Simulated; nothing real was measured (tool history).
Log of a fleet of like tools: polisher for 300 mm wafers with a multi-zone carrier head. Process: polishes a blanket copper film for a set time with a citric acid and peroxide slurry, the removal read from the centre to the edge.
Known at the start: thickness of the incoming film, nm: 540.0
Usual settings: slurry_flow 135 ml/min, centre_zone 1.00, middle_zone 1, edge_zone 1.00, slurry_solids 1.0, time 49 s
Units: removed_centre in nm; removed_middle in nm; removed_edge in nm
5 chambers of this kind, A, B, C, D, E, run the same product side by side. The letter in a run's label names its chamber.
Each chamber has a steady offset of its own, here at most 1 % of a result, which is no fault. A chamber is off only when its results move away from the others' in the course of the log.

run,hour,slurry_flow,centre_zone,middle_zone,edge_zone,slurry_solids,time,removed_centre,removed_middle,removed_edge
# hour 0.6: chamber A: worn pad replaced by a new one
1D,6.6,135,1.00,1,1.00,1.0,49,101.030,100.560,103.000
# hour 11.0: chamber B: slurry nozzle cleaned
2E,12.4,135,1.00,1,1.00,1.0,49,101.820,101.900,99.861
# hour 14.9: chamber B: worn pad replaced by a new one
3B,19.6,135,1.00,1,1.00,1.0,49,100.710,101.530,98.418
4C,23.1,135,1.00,1,1.00,1.0,49,101.070,98.112,99.413
5A,28.3,135,1.00,1,1.00,1.0,49,99.257,101.200,100.340
6A,32.7,135,1.00,1,1.00,1.0,49,102.230,101.870,99.752
7E,38.0,135,1.00,1,1.00,1.0,49,100.740,100.000,99.907
8C,42.0,135,1.00,1,1.00,1.0,49,100.280,101.490,100.260
# hour 43.3: chamber C: worn pad replaced by a new one
9B,48.3,135,1.00,1,1.00,1.0,49,101.990,99.818,98.899
10D,56.0,135,1.00,1,1.00,1.0,49,98.254,99.683,99.486
11A,60.3,120,0.89,1,1.00,1.0,49,85.586,98.345,98.522
12E,65.3,120,0.89,1,1.00,1.0,49,84.945,96.740,99.613
# hour 66.9: chamber A: worn pad replaced by a new one
# hour 67.2: chamber B: worn pad replaced by a new one
13D,72.9,120,0.89,1,1.00,1.0,49,85.104,94.406,96.592
# hour 76.0: chamber E: worn pad replaced by a new one
14B,79.0,120,0.89,1,1.00,1.0,49,85.097,97.338,96.882
# hour 80.2: chamber A: centre zone pressure recalibrated
15C,84.0,120,0.89,1,1.00,1.0,49,85.181,96.021,97.542
16C,91.8,135,1.00,1,0.94,1.2,49,104.010,104.420,100.360
# hour 94.3: chamber C: worn pad replaced by a new one
17A,95.9,135,1.00,1,0.94,1.2,49,102.850,104.300,99.201
# hour 98.7: chamber C: edge zone pressure recalibrated
18E,101.2,135,1.00,1,0.94,1.2,49,103.990,101.820,102.910
19D,106.1,135,1.00,1,0.94,1.2,49,103.400,99.545,95.668
20B,110.9,135,1.00,1,0.94,1.2,49,103.730,103.730,100.490
21E,117.8,135,1.00,1,1.00,1.0,49,100.400,102.490,100.410
# hour 122.2: chamber B: worn pad replaced by a new one
22A,124.4,135,1.00,1,1.00,1.0,49,101.490,100.000,101.800
23D,128.3,135,0.96,1,1.11,1.0,49,91.683,97.590,101.100
24B,132.9,135,0.96,1,1.11,1.0,49,95.763,100.320,105.280
# hour 139.8: chamber A: worn pad replaced by a new one
25C,140.2,135,0.96,1,1.11,1.0,49,95.942,98.082,105.230
26D,147.7,135,0.96,1,1.11,1.0,49,92.511,94.514,99.607
27C,153.6,135,0.96,1,1.11,1.0,49,95.912,100.860,106.970
# hour 157.5: chamber C: worn pad replaced by a new one
28E,157.5,135,1.00,1,1.00,1.0,49,100.980,98.096,98.887
29B,162.2,135,1.00,1,1.00,1.0,49,101.920,103.300,99.757
30A,167.5,135,1.00,1,1.00,1.0,49,99.508,99.549,100.070
# hour 168.1: chamber B: worn pad replaced by a new one
# hour 175.1: chamber E: worn pad replaced by a new one
31C,175.2,135,1.00,1,1.00,1.0,49,100.400,99.946,101.190
32A,178.9,135,1.00,1,1.00,1.0,49,102.190,100.260,99.143
33B,186.7,135,1.00,1,1.00,1.0,49,101.530,98.955,100.020
34D,192.7,135,1.00,1,1.00,1.0,49,95.542,92.053,93.302
35E,199.0,135,1.00,1,1.00,1.0,49,104.050,100.880,100.600

All 5 chambers run these settings next. Forecast each chamber's results:
36A,204.7,135,1.00,1,1.00,1.0,49,?,?,?
36B,204.7,135,1.00,1,1.00,1.0,49,?,?,?
36C,204.7,135,1.00,1,1.00,1.0,49,?,?,?
36D,204.7,135,1.00,1,1.00,1.0,49,?,?,?
36E,204.7,135,1.00,1,1.00,1.0,49,?,?,?

run,removed_centre,removed_middle,removed_edge
36A,99.154,100.410,102.570
36B,98.287,98.360,98.640
36C,99.756,98.319,101.300
36D,93.059,92.493,92.674
36E,99.979,100.280,99.732
